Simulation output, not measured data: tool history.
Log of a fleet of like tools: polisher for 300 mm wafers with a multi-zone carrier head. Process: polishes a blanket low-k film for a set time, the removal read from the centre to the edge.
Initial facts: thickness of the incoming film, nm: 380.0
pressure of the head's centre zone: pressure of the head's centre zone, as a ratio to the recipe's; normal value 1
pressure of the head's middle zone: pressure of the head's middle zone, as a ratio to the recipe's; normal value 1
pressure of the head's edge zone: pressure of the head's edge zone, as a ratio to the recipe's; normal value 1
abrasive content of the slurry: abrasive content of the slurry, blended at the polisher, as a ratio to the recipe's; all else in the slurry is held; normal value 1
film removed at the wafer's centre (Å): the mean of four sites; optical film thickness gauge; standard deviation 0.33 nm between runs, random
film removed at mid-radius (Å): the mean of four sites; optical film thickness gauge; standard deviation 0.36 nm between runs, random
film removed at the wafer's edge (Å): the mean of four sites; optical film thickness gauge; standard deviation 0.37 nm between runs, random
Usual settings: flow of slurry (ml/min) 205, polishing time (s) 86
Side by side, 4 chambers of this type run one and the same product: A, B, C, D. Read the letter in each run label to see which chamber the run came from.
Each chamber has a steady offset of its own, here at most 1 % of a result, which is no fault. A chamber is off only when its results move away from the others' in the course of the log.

run,hour,flow of slurry (ml/min),pressure of the head's centre zone,pressure of the head's middle zone,pressure of the head's edge zone,abrasive content of the slurry,polishing time (s),film removed at the wafer's centre (Å),film removed at mid-radius (Å),film removed at the wafer's edge (Å)
# hour 2.1: chamber A: worn pad replaced by a new one
1C,9.5,205,1,1,1,1,86,355.1,357.55,359.34
2B,16.5,205,1,1,1,1,86,363.21,357.74,349.72
# hour 20.8: chamber D: centre zone pressure recalibrated
3D,22.8,205,1,1,1,1,86,350.91,358.65,357.38
4A,30.6,205,1,1,1,1,86,356.27,357.74,348.59
5C,40,205,1,1,1,1,86,357.55,353.92,360.97
6A,47.1,205,1,1,1,1,86,353.93,355.6,353.24
7D,52.4,205,1,1,1,1,86,357.25,355.18,360.8
# hour 56.2: chamber C: edge zone pressure recalibrated
8B,59.1,205,1,1,1,1,86,361.71,364.12,361.92
# hour 61.9: chamber C: worn pad replaced by a new one
9A,67.5,205,1,1,1,1,86,365.06,355.31,358.84
10C,76.3,205,1,1,1,1,86,360.27,360.47,361.86
# hour 83.2: chamber B: worn pad replaced by a new one
11D,84.3,205,1,1,1,1,86,351.43,352.84,356.34
12B,91.3,205,1,1,1,1,86,358.36,353.05,358.51
13A,100,205,1,1,1,1,86,350.82,355.76,354.75
14B,106.9,205,1,1,1,1,86,360.22,362.43,351.86
# hour 110: chamber A: slurry nozzle cleaned
# hour 111.2: chamber A: worn pad replaced by a new one
# hour 112.4: chamber D: worn pad replaced by a new one
# hour 114.3: chamber B: edge zone pressure recalibrated
15D,116.2,205,1,1,1,1,86,357.22,348.71,350.55
16C,122.1,205,1,1,1,1,86,350.03,354.68,352.9
17D,126.4,205,1,1,1,1,86,356.36,352.91,355.44
# hour 130.3: chamber A: centre zone pressure recalibrated
18A,131.3,205,1,1,1,1,86,353.01,358.57,348.48
# hour 135.6: chamber C: worn pad replaced by a new one
19C,136.4,205,1,1,1,1,86,345.8,351.95,356.5
20B,140.9,205,1.06,1,0.89,1,86,384.77,359.69,336.06
21D,149.4,205,1.06,1,0.89,1,86,381.96,355.81,340.87
22A,155.4,205,1.06,1,0.89,1,86,379.83,357.86,338.15
23C,161.3,205,1.06,1,0.89,1,86,366.96,345.12,326.54
24B,170.3,205,1,1,1,1,86,358.62,364.97,349.64
25C,175.3,235,1,1,1,1,86,341.59,358.68,353.64
# hour 176.9: chamber B: worn pad replaced by a new one
26D,184,235,1,1,1,1,86,366.1,368.54,361.49
27B,191.9,235,1,1,1,1,86,364.64,365.58,360.23
28A,199.3,235,1,1,1,1,86,361.55,364.81,361.07
29C,205.9,205,1,1,1,1,86,344.38,340.53,339.53
# hour 208.6: chamber A: worn pad replaced by a new one
30A,211.2,205,1,1,1,1,86,355.49,354.56,353.42
# hour 214.2: chamber D: worn pad replaced by a new one
31D,218.3,205,1,1,1,1,86,362.59,361.75,363.9
32B,224.6,205,1,1,1,1,86,357.4,354.66,354.13

Next, every chamber runs the same settings. What will each give?
33A,231.4,205,1,1,1,1,105,?,?,?
33B,231.4,205,1,1,1,1,105,?,?,?
33C,231.4,205,1,1,1,1,105,?,?,?
33D,231.4,205,1,1,1,1,105,?,?,?

run,film removed at the wafer's centre (Å),film removed at mid-radius (Å),film removed at the wafer's edge (Å)
33A,438.07,433.66,434.21
33B,432.43,446.33,430.16
33C,403.15,412.76,415.79
33D,442.43,431.05,432.07

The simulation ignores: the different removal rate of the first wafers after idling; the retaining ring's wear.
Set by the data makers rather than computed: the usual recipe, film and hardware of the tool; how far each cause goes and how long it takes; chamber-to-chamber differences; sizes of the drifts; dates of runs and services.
